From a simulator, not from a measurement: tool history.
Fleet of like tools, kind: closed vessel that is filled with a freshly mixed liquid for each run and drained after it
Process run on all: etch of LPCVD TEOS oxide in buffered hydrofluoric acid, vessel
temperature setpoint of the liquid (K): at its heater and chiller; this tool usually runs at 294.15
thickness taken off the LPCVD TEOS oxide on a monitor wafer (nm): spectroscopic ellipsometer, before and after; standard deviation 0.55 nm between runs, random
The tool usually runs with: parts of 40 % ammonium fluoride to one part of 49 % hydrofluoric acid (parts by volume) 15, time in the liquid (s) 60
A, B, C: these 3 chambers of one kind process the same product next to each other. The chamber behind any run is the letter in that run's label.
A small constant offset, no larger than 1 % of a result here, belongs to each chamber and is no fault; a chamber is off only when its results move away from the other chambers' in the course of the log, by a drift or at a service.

| run | hour | temperature setpoint of the liquid (K) | parts of 40 % ammonium fluoride to one part of 49 % hydrofluoric acid (parts by volume) | time in the liquid (s) | hours since the thermometer was replaced | hours since the hydrofluoric acid flow meter was replaced | read-back film thickness of the LPCVD TEOS oxide reference wafer, read on the same gauge (nm) | thickness taken off the LPCVD TEOS oxide on a monitor wafer (nm) |
|---|---|---|---|---|---|---|---|---|
| 1B | 6.9 | 294.15 | 15 | 60 | 1080 | 559.4 | 70.004 | 110.31 |
| 2C | 11.3 | 294.15 | 15 | 60 | 430.5 | 1535.4 | 70.02 | 111.83 |
| 3A | 20.3 | 294.15 | 15 | 60 | 866.7 | 534.7 | 70.009 | 110.68 |
| 4C | 26 | 294.15 | 15 | 60 | 445.2 | 1550.1 | 69.987 | 110.27 |
| 5A | 33.7 | 294.15 | 15 | 60 | 880.1 | 548.1 | 70.054 | 111.18 |
| 6B | 38.9 | 294.15 | 15 | 35 | 1112 | 591.4 | 70.04 | 64.421 |
| 7B | 46.7 | 294.15 | 15 | 35 | 1119.8 | 599.2 | 70.027 | 64.878 |
| 8C | 54.8 | 294.15 | 15 | 35 | 474 | 1578.9 | 70.014 | 64.481 |
| 9A | 63.4 | 294.15 | 15 | 60 | 909.8 | 577.8 | 69.96 | 109.74 |
| 10B | 71.7 | 294.15 | 15 | 60 | 1144.8 | 624.2 | 70.014 | 109.39 |
| 11A | 79.3 | 294.15 | 15 | 60 | 925.7 | 593.7 | 70.003 | 110.49 |
| 12C | 85.1 | 298.15 | 15 | 85 | 504.3 | 1609.2 | 70 | 196.57 |
| 13B | 91.2 | 298.15 | 15 | 85 | 1164.3 | 643.7 | 70.01 | 196.87 |
| 14A | 100.9 | 298.15 | 15 | 85 | 947.3 | 615.3 | 70.059 | 192.68 |
| 15C | 105.6 | 294.15 | 15 | 60 | 524.8 | 1629.7 | 69.961 | 110.05 |
| 16B | 114.3 | 294.15 | 15 | 60 | 1187.4 | 666.8 | 70.018 | 110.66 |
| 17A | 122.3 | 294.15 | 15 | 60 | 968.7 | 636.7 | 70.004 | 109.32 |
| 18C | 127.4 | 294.15 | 11.5 | 35 | 546.6 | 1651.5 | 69.995 | 83.803 |
| 19A | 136.9 | 294.15 | 11.5 | 35 | 983.3 | 651.3 | 69.977 | 82.943 |
| 20C | 141.4 | 294.15 | 11.5 | 35 | 560.6 | 1665.5 | 69.991 | 83.116 |
| 21B | 148 | 294.15 | 15 | 60 | 1221.1 | 700.5 | 70.012 | 110.32 |
| 22C | 154.6 | 294.15 | 15 | 60 | 573.8 | 1678.7 | 69.974 | 110.3 |
| 23B | 162.1 | 294.15 | 15 | 60 | 1235.2 | 714.6 | 70.02 | 109.49 |
| 24A | 168.8 | 294.15 | 15 | 60 | 1015.2 | 683.2 | 69.999 | 107.89 |
| 25A | 176.1 | 294.15 | 15 | 60 | 1022.5 | 690.5 | 70.026 | 108.64 |
| 26B | 185.3 | 294.15 | 15 | 60 | 1258.4 | 737.8 | 70.001 | 110.97 |
| 27C | 192.7 | 294.15 | 15 | 60 | 611.9 | 1716.8 | 69.972 | 111.28 |
| 28B | 200.7 | 294.15 | 15 | 60 | 1273.8 | 753.2 | 70.008 | 111.01 |
| 29A | 209.2 | 294.15 | 15 | 60 | 1055.6 | 723.6 | 70.001 | 107.15 |

Is one chamber out of step, is the gauge drifting, or do the chambers differ by no more than their own small offsets? For an off chamber, give its letter and the likeliest cause.

Little by little, chamber A moves away from the other chambers.
What lies behind it: hydrofluoric acid flow below the setpoint (%) = 3.61.
The log may not tell that from: liquid colder than its thermometer reads (K).

Below are 4 candidate recipes for chamber A's next run, each the usual settings with a change, their results shown as question marks. Which of them brings A's results back in line with what the other chambers give on the usual settings?
Allowed miss from the other chambers' usual-settings mean, per result, to count as in line: thickness taken off the LPCVD TEOS oxide on a monitor wafer (nm) 1.9
| 30A-1 | 216.4 | 294.15 | 14 | 60 |  |  |  | ? |
| 30A-2 | 216.4 | 294.15 | 15.5 | 60 |  |  |  | ? |
| 30A-3 | 216.4 | 294.15 | 16 | 60 |  |  |  | ? |
| 30A-4 | 216.4 | 294.15 | 14.5 | 60 |  |  |  | ? |

Usual-settings mean across the other chambers: thickness taken off the LPCVD TEOS oxide on a monitor wafer (nm) 110.7
| run | thickness taken off the LPCVD TEOS oxide on a monitor wafer (nm) |
|---|---|
| 30A-1 | 114.64 |
| 30A-2 | 103.67 |
| 30A-3 | 100.46 |
| 30A-4 | 110.74 |
With 30A-4, the chamber falls back in line with the rest.
